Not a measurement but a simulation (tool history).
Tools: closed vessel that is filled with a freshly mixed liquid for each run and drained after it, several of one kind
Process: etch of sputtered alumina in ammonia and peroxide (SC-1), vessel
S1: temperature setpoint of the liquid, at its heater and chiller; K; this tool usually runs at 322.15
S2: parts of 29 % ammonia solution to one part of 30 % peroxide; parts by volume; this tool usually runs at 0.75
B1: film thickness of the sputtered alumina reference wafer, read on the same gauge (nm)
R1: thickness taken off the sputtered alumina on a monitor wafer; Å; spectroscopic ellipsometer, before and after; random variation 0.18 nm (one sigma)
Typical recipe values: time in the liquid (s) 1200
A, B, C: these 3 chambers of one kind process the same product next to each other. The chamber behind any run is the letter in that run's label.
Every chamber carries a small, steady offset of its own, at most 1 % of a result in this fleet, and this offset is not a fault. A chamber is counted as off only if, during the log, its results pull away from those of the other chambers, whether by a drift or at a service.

run 1B hour=4.4 | S1=322.15 S2=0.75 time_in_the_liquid_(s)=1200 | B1=130.01 | R1=574.60
run 2C hour=14.4 | S1=322.15 S2=0.75 time_in_the_liquid_(s)=1200 | B1=130.00 | R1=581.05
run 3A hour=20.0 | S1=322.15 S2=0.75 time_in_the_liquid_(s)=1200 | B1=130.00 | R1=582.44
run 4C hour=25.2 | S1=322.15 S2=0.75 time_in_the_liquid_(s)=1200 | B1=129.96 | R1=580.29
run 5A hour=33.0 | S1=322.15 S2=0.75 time_in_the_liquid_(s)=1200 | B1=129.97 | R1=583.28
run 6B hour=40.0 | S1=322.15 S2=0.75 time_in_the_liquid_(s)=1200 | B1=129.99 | R1=577.96
run 7C hour=45.7 | S1=322.15 S2=0.75 time_in_the_liquid_(s)=1200 | B1=130.01 | R1=580.48
run 8B hour=52.0 | S1=322.15 S2=0.75 time_in_the_liquid_(s)=1200 | B1=129.98 | R1=579.42
run 9A hour=57.2 | S1=322.15 S2=0.75 time_in_the_liquid_(s)=1200 | B1=130.01 | R1=585.82
run 10C hour=62.5 | S1=322.15 S2=0.75 time_in_the_liquid_(s)=1200 | B1=129.99 | R1=582.59
run 11B hour=69.6 | S1=322.15 S2=0.75 time_in_the_liquid_(s)=1200 | B1=129.99 | R1=575.83
run 12A hour=78.8 | S1=322.15 S2=0.75 time_in_the_liquid_(s)=1200 | B1=130.01 | R1=581.52
run 13C hour=87.8 | S1=322.15 S2=0.75 time_in_the_liquid_(s)=1200 | B1=130.00 | R1=583.95
run 14A hour=96.2 | S1=322.15 S2=0.75 time_in_the_liquid_(s)=1200 | B1=129.98 | R1=577.46
run 15B hour=102.5 | S1=322.15 S2=0.75 time_in_the_liquid_(s)=1200 | B1=130.01 | R1=576.50
run 16A hour=108.3 | S1=322.15 S2=0.75 time_in_the_liquid_(s)=1200 | B1=129.99 | R1=576.60
run 17C hour=117.2 | S1=322.15 S2=0.85 time_in_the_liquid_(s)=1200 | B1=129.98 | R1=587.68
run 18B hour=122.0 | S1=322.15 S2=0.85 time_in_the_liquid_(s)=1200 | B1=130.00 | R1=584.94
run 19A hour=128.2 | S1=322.15 S2=0.85 time_in_the_liquid_(s)=1200 | B1=130.01 | R1=584.42
run 20B hour=137.5 | S1=322.15 S2=0.75 time_in_the_liquid_(s)=1200 | B1=129.99 | R1=579.99
run 21C hour=142.1 | S1=322.15 S2=0.75 time_in_the_liquid_(s)=1200 | B1=129.98 | R1=580.22
run 22B hour=150.4 | S1=322.15 S2=0.75 time_in_the_liquid_(s)=1200 | B1=130.02 | R1=576.34
run 23C hour=159.6 | S1=322.15 S2=0.75 time_in_the_liquid_(s)=1200 | B1=130.02 | R1=578.65
run 24A hour=168.9 | S1=322.15 S2=0.75 time_in_the_liquid_(s)=1200 | B1=129.97 | R1=571.98
run 25A hour=173.6 | S1=322.15 S2=0.75 time_in_the_liquid_(s)=1200 | B1=129.97 | R1=572.22
run 26B hour=180.7 | S1=322.15 S2=0.60 time_in_the_liquid_(s)=1200 | B1=130.03 | R1=567.69
-- hour=181.2 chamber C: new drum of ammonia solution connected
run 27C hour=189.6 | S1=322.15 S2=0.60 time_in_the_liquid_(s)=1200 | B1=129.99 | R1=569.85
run 28B hour=199.3 | S1=322.15 S2=0.60 time_in_the_liquid_(s)=1200 | B1=129.99 | R1=564.26
run 29C hour=205.1 | S1=312.65 S2=0.75 time_in_the_liquid_(s)=695 | B1=130.03 | R1=195.12
run 30A hour=213.9 | S1=312.65 S2=0.75 time_in_the_liquid_(s)=695 | B1=130.00 | R1=191.15
run 31C hour=223.9 | S1=312.65 S2=0.75 time_in_the_liquid_(s)=695 | B1=130.02 | R1=195.23
run 32A hour=231.2 | S1=322.15 S2=0.75 time_in_the_liquid_(s)=1200 | B1=129.99 | R1=566.43
run 33B hour=236.3 | S1=322.15 S2=0.75 time_in_the_liquid_(s)=1200 | B1=129.99 | R1=576.56
run 34B hour=244.9 | S1=322.15 S2=0.75 time_in_the_liquid_(s)=1200 | B1=130.00 | R1=577.23
run 35A hour=251.7 | S1=317.65 S2=0.90 time_in_the_liquid_(s)=1200 | B1=130.00 | R1=446.67
run 36C hour=259.7 | S1=317.65 S2=0.90 time_in_the_liquid_(s)=1200 | B1=130.01 | R1=458.39
run 37A hour=266.9 | S1=317.65 S2=0.90 time_in_the_liquid_(s)=1200 | B1=130.00 | R1=446.71
run 38B hour=276.7 | S1=322.15 S2=0.75 time_in_the_liquid_(s)=1200 | B1=130.01 | R1=574.69
run 39C hour=285.2 | S1=322.15 S2=0.75 time_in_the_liquid_(s)=1200 | B1=130.03 | R1=581.53
run 40B hour=293.2 | S1=327.65 S2=0.75 time_in_the_liquid_(s)=1200 | B1=130.00 | R1=784.49
run 41C hour=303.0 | S1=327.65 S2=0.75 time_in_the_liquid_(s)=1200 | B1=130.00 | R1=786.14

Which is it: a chamber that has drifted or been left off by a service, a gauge drift common to all chambers, or only each chamber's usual small offset? If a chamber is off, name it and its likeliest cause.

It is chamber A that slowly wanders off from its peers.
What lies behind it: liquid colder than its thermometer reads (K) = 0.723.

Chamber A could run next with any of the 4 candidate recipes listed below; each alters the usual settings, and their results appear as question marks. Which one brings its results back in line with what the other chambers deliver on the usual settings?
Counts as in line when no further than this from what the other chambers average on the usual settings: R1 6.40 Å
run 42A-1 hour=310.3 | S1=322.15 S2=0.75 time_in_the_liquid_(s)=1295 | R1=?
run 42A-2 hour=310.3 | S1=321.65 S2=0.75 time_in_the_liquid_(s)=1150 | R1=?
run 42A-3 hour=310.3 | S1=322.15 S2=0.75 time_in_the_liquid_(s)=1160 | R1=?
run 42A-4 hour=310.3 | S1=322.15 S2=0.75 time_in_the_liquid_(s)=1240 | R1=?

The mean the other chambers reach with the usual settings: R1 579.56 Å
run=42A-1 R1=603.24
run=42A-2 R1=520.97
run=42A-3 R1=540.35
run=42A-4 R1=577.62
42A-4 puts the chamber back in line with the other chambers.

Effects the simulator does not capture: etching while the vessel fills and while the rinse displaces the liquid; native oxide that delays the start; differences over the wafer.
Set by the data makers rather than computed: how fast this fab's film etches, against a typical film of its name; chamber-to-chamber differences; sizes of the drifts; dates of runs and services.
